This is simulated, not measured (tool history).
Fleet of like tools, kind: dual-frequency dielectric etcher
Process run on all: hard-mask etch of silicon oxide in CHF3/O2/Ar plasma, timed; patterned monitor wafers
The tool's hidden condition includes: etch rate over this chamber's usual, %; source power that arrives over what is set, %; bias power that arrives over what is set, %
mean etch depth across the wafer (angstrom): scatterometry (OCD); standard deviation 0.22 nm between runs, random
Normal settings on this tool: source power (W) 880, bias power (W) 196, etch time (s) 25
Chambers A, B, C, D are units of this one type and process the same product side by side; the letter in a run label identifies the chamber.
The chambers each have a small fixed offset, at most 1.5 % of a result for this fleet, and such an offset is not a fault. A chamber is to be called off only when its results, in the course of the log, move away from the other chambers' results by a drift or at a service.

| run | hour | source power (W) | bias power (W) | etch time (s) | hours since the last wet clean | hours since the last source power generator calibration | hours since the last bias power generator calibration | read-back reference wafer on the same gauge, depth_nm | mean etch depth across the wafer (angstrom) |
|---|---|---|---|---|---|---|---|---|---|
| 1A | 3.9 | 880 | 196 | 25 | 85.7 | 946.6 | 3073.8 | 66.382 | 595.84 |
| 2B | 6.5 | 880 | 196 | 25 | 166.1 | 2299.9 | 575.1 | 66.428 | 580.31 |
| 3C | 9.9 | 880 | 196 | 25 | 78.2 | 2083 | 1741 | 66.425 | 583.56 |
| 4D | 14 | 880 | 196 | 25 | 199.2 | 3450.9 | 2379.7 | 66.387 | 593.2 |
| 5C | 18 | 880 | 196 | 25 | 86.3 | 2091.1 | 1749.1 | 66.358 | 585.78 |
| 6B | 20.4 | 880 | 235 | 25 | 180 | 2313.8 | 589 | 66.409 | 616.67 |
| 7A | 25.5 | 880 | 235 | 25 | 107.3 | 968.2 | 3095.4 | 66.381 | 634.3 |
| 8D | 30.6 | 880 | 235 | 25 | 215.8 | 3467.5 | 2396.3 | 66.409 | 627.75 |
| 9B | 35.1 | 880 | 235 | 25 | 194.7 | 2328.5 | 603.7 | 66.403 | 619.61 |
| 10A | 40 | 880 | 196 | 25 | 121.8 | 982.7 | 3109.9 | 66.323 | 594.5 |
| 11D | 43.7 | 880 | 196 | 25 | 228.9 | 3480.6 | 2409.4 | 66.411 | 589.48 |
| 12C | 47.1 | 720 | 243 | 25 | 115.4 | 2120.2 | 1778.2 | 66.347 | 586.23 |
| 13A | 52.2 | 720 | 243 | 25 | 134 | 994.9 | 3122.1 | 66.441 | 594.28 |
| 14C | 55.2 | 720 | 243 | 25 | 123.5 | 2128.3 | 1786.3 | 66.388 | 586.78 |
| 15D | 59.1 | 720 | 243 | 25 | 244.3 | 3496 | 2424.8 | 66.391 | 591.66 |
| 16B | 63.7 | 880 | 196 | 25 | 223.3 | 2357.1 | 632.3 | 66.374 | 579.35 |
| 17D | 66.9 | 880 | 196 | 25 | 252.1 | 3503.8 | 2432.6 | 66.361 | 589.75 |
| 18C | 71.7 | 880 | 196 | 25 | 140 | 2144.8 | 1802.8 | 66.365 | 591.35 |
| 19B | 75.9 | 880 | 196 | 25 | 235.5 | 2369.3 | 644.5 | 66.333 | 583.47 |
| 20A | 80.6 | 880 | 196 | 25 | 162.4 | 1023.3 | 3150.5 | 66.47 | 595.01 |
| 21D | 85.2 | 880 | 196 | 25 | 270.4 | 3522.1 | 2450.9 | 66.354 | 592.63 |
| 22B | 89.4 | 880 | 196 | 25 | 249 | 2382.8 | 658 | 66.406 | 582.94 |
| 23A | 93.7 | 880 | 219 | 25 | 175.5 | 1036.4 | 3163.6 | 66.362 | 613.2 |
| 24C | 98.3 | 880 | 219 | 25 | 166.6 | 2171.4 | 1829.4 | 66.454 | 611.74 |

One chamber off, gauge drift, or nothing amiss beyond the chambers' own small offsets? If it is a chamber, which one, and what is the likeliest cause?

Beyond each chamber's small constant offset nothing stands out, and the gauge stays steady.

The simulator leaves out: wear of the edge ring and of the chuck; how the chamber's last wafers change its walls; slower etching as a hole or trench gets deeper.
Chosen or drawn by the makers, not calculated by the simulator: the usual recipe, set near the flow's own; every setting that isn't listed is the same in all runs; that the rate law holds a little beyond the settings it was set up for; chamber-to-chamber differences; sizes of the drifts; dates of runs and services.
